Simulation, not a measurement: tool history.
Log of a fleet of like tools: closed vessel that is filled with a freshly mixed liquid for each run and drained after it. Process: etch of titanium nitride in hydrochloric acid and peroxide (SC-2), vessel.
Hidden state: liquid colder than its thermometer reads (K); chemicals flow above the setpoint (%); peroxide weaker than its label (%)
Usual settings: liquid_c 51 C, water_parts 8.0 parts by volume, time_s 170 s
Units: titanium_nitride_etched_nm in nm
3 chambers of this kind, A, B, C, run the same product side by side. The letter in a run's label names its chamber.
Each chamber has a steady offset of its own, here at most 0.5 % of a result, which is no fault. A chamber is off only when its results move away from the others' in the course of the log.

run	hour	liquid_c	water_parts	time_s	hours since the thermometer was replaced	hours since the chemicals flow meter was replaced	hours since the drum of peroxide was connected	read-back film thickness of the titanium nitride reference wafer, read on the same gauge (nm)	titanium_nitride_etched_nm
1B	8.7	51	8.0	170	577.0	238.4	207.0	110.00	7.0320
2C	15.0	51	8.0	170	501.4	271.3	103.8	109.98	6.9599
3A	25.4	51	8.0	170	118.5	1376.6	208.9	109.99	7.0086
4A	32.0	51	8.0	170	125.1	1383.2	215.5	110.00	6.9632
5C	39.7	51	8.0	170	526.1	296.0	128.5	110.00	7.0526
6B	50.6	51	8.0	170	618.9	280.3	248.9	110.00	6.9964
7C	57.9	51	8.0	170	544.3	314.2	146.7	109.99	7.0085
8B	66.3	51	8.0	170	634.6	296.0	264.6	110.00	7.0618
9A	76.6	51	8.0	170	169.7	1427.8	260.1	110.01	6.9858
10A	87.3	55	6.5	170	180.4	1438.5	270.8	110.01	10.7010
11C	92.6	55	6.5	170	579.0	348.9	181.4	110.01	10.7940
12B	99.2	55	6.5	170	667.5	328.9	297.5	110.02	10.5400
13B	110.7	51	8.0	170	679.0	340.4	309.0	110.03	6.9655
14C	116.5	51	8.0	170	602.9	372.8	205.3	110.00	7.0686
15A	125.2	51	8.0	170	218.3	1476.4	308.7	110.01	6.9349
16B	132.4	51	8.0	170	700.7	362.1	330.7	109.98	6.9544
17A	143.5	51	8.0	170	236.6	1494.7	327.0	110.00	7.0335
18C	151.4	51	8.0	115	637.8	407.7	240.2	109.99	4.8261
# hour 157.1: chamber A: new drum of peroxide connected
19B	157.2	51	8.0	115	725.5	386.9	355.5	110.00	4.7272
20A	166.2	51	8.0	115	259.3	1517.4	9.2	109.99	4.7270
21C	172.4	51	8.0	170	658.8	428.7	261.2	110.02	7.1592
22B	180.5	51	8.0	170	748.8	410.2	378.8	110.00	6.9704
# hour 182.2: chamber C: thermometer replaced
23C	188.5	51	8.0	170	6.3	444.8	277.3	109.99	7.2402
24A	196.1	51	8.0	170	289.2	1547.3	39.1	109.99	6.9351
25B	207.3	51	8.0	170	775.6	437.0	405.6	109.99	7.0231
26A	214.7	51	8.0	170	307.8	1565.9	57.7	110.02	7.0430
27C	225.8	51	8.0	170	43.6	482.1	314.6	110.00	7.3041
28A	237.2	51	8.0	170	330.3	1588.4	80.2	109.98	7.0270
29C	242.4	51	8.0	170	60.2	498.7	331.2	110.03	7.3216
30B	252.1	51	8.0	170	820.4	481.8	450.4	109.99	6.9753
31B	258.8	51	8.0	170	827.1	488.5	457.1	110.00	6.9946
32C	264.4	51	8.0	170	82.2	520.7	353.2	110.00	7.3651
33A	274.3	51	8.0	170	367.4	1625.5	117.3	110.02	6.9868

What goes on in this fleet: one chamber off, a drifting gauge, or nothing beyond the chambers' own small offsets? Name the chamber and the cause, if any.

Chamber C drifts away from the others.
Cause: chemicals flow above the setpoint (%) = 7.52.

Here are 4 candidates for chamber C's next run, each the usual settings with a change, their results left as question marks. Which one brings its results back in line with what the others give on the usual settings?
In line means no further than this from the other chambers' mean on the usual settings: titanium_nitride_etched_nm 0.1300 nm
34C-1	282.6	51	8.0	165					?
34C-2	282.6	51	8.0	175					?
34C-3	282.6	51	8.5	170					?
34C-4	282.6	51	7.5	170					?

The other chambers' mean on the usual settings: titanium_nitride_etched_nm 6.9884 nm
run	titanium_nitride_etched_nm
34C-1	7.1811
34C-2	7.6163
34C-3	7.0463
34C-4	7.7882
34C-3 brings the chamber back in line.

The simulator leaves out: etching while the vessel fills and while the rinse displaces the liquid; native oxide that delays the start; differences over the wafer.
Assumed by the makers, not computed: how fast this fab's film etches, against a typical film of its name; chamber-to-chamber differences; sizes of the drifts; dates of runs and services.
